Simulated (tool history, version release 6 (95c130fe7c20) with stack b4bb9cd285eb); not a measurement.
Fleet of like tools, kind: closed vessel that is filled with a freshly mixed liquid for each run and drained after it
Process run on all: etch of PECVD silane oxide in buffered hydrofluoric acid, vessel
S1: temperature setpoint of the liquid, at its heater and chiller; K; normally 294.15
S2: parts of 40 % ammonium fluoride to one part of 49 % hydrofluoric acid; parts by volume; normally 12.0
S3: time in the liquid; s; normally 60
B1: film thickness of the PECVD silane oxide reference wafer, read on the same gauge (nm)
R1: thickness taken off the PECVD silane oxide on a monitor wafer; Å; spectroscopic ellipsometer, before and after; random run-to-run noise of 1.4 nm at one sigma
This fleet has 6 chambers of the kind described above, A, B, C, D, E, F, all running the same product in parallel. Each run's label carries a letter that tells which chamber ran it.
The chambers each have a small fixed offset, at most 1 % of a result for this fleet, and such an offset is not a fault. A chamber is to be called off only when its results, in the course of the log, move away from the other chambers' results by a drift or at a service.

run 1A hour=2.8 | S1=294.15 S2=12.0 S3=60 | B1=40.001 | R1=1733.5
run 2E hour=5.6 | S1=294.15 S2=12.0 S3=60 | B1=40.020 | R1=1787.6
run 3D hour=8.5 | S1=294.15 S2=12.0 S3=60 | B1=39.953 | R1=1747.9
run 4C hour=11.6 | S1=294.15 S2=12.0 S3=60 | B1=40.039 | R1=1756.4
run 5F hour=16.9 | S1=294.15 S2=12.0 S3=60 | B1=39.940 | R1=1757.7
run 6B hour=20.6 | S1=294.15 S2=12.0 S3=60 | B1=40.004 | R1=1743.0
run 7B hour=23.5 | S1=294.15 S2=10.5 S3=35 | B1=39.991 | R1=1148.0
run 8C hour=28.0 | S1=294.15 S2=10.5 S3=35 | B1=39.973 | R1=1162.4
run 9A hour=33.5 | S1=294.15 S2=10.5 S3=35 | B1=39.961 | R1=1165.5
run 10D hour=39.1 | S1=294.15 S2=10.5 S3=35 | B1=39.982 | R1=1170.5
run 11E hour=42.3 | S1=294.15 S2=10.5 S3=35 | B1=40.004 | R1=1158.3
run 12F hour=46.7 | S1=294.15 S2=10.5 S3=35 | B1=39.958 | R1=1156.2
-- hour=49.3 chamber F: hydrofluoric acid flow meter replaced
run 13A hour=50.3 | S1=294.15 S2=12.0 S3=60 | B1=39.964 | R1=1782.6
run 14E hour=54.2 | S1=294.15 S2=12.0 S3=60 | B1=40.004 | R1=1781.9
run 15C hour=58.5 | S1=294.15 S2=12.0 S3=60 | B1=39.990 | R1=1718.8
run 16D hour=62.6 | S1=294.15 S2=12.0 S3=60 | B1=40.038 | R1=1759.3
run 17B hour=65.4 | S1=294.15 S2=12.0 S3=60 | B1=40.003 | R1=1722.2
run 18F hour=68.1 | S1=294.15 S2=12.0 S3=60 | B1=39.989 | R1=1755.9
run 19D hour=70.6 | S1=294.15 S2=12.0 S3=60 | B1=40.001 | R1=1749.2
run 20C hour=73.2 | S1=294.15 S2=12.0 S3=60 | B1=39.949 | R1=1764.4
run 21A hour=78.0 | S1=294.15 S2=12.0 S3=60 | B1=39.976 | R1=1818.7
run 22F hour=83.0 | S1=294.15 S2=12.0 S3=60 | B1=40.078 | R1=1762.2
run 23B hour=86.6 | S1=294.15 S2=12.0 S3=60 | B1=39.977 | R1=1738.6
run 24E hour=91.9 | S1=294.15 S2=12.0 S3=60 | B1=39.986 | R1=1755.3
run 25E hour=94.6 | S1=294.15 S2=12.0 S3=60 | B1=40.015 | R1=1781.1
run 26F hour=99.0 | S1=294.15 S2=12.0 S3=60 | B1=39.996 | R1=1751.7
-- hour=100.0 chamber D: hydrofluoric acid flow meter replaced
-- hour=100.3 chamber B: thermometer replaced
run 27B hour=102.9 | S1=294.15 S2=12.0 S3=60 | B1=39.992 | R1=1721.1
run 28C hour=106.2 | S1=294.15 S2=12.0 S3=45 | B1=39.954 | R1=1311.6
run 29D hour=110.9 | S1=294.15 S2=12.0 S3=45 | B1=39.954 | R1=1311.9
run 30A hour=113.8 | S1=294.15 S2=12.0 S3=45 | B1=40.001 | R1=1387.1
run 31D hour=118.8 | S1=294.15 S2=12.0 S3=45 | B1=39.985 | R1=1314.6
run 32E hour=122.3 | S1=294.15 S2=12.0 S3=45 | B1=40.028 | R1=1336.9
run 33B hour=127.9 | S1=294.15 S2=12.0 S3=45 | B1=39.998 | R1=1292.4
run 34F hour=130.9 | S1=294.15 S2=12.0 S3=60 | B1=39.992 | R1=1771.0
run 35A hour=134.8 | S1=294.15 S2=12.0 S3=60 | B1=40.030 | R1=1846.1
run 36C hour=140.2 | S1=294.15 S2=12.0 S3=80 | B1=39.988 | R1=2337.1
run 37C hour=142.8 | S1=294.15 S2=12.0 S3=80 | B1=40.048 | R1=2314.1
run 38A hour=148.1 | S1=294.15 S2=12.0 S3=80 | B1=40.001 | R1=2459.4
run 39F hour=152.2 | S1=294.15 S2=12.0 S3=80 | B1=39.997 | R1=2335.4
run 40D hour=155.7 | S1=294.15 S2=12.0 S3=80 | B1=40.010 | R1=2342.7
run 41B hour=158.5 | S1=294.15 S2=12.0 S3=80 | B1=40.014 | R1=2316.7
run 42E hour=161.2 | S1=294.15 S2=12.0 S3=60 | B1=40.041 | R1=1745.4

Each of the 6 chambers runs these same settings next. Fill in every chamber's results:
run 43A hour=165.2 | S1=294.15 S2=12.0 S3=60 | R1=?
run 43B hour=165.2 | S1=294.15 S2=12.0 S3=60 | R1=?
run 43C hour=165.2 | S1=294.15 S2=12.0 S3=60 | R1=?
run 43D hour=165.2 | S1=294.15 S2=12.0 S3=60 | R1=?
run 43E hour=165.2 | S1=294.15 S2=12.0 S3=60 | R1=?
run 43F hour=165.2 | S1=294.15 S2=12.0 S3=60 | R1=?

run=43A R1=1887.9
run=43B R1=1737.9
run=43C R1=1731.6
run=43D R1=1747.0
run=43E R1=1797.9
run=43F R1=1758.9

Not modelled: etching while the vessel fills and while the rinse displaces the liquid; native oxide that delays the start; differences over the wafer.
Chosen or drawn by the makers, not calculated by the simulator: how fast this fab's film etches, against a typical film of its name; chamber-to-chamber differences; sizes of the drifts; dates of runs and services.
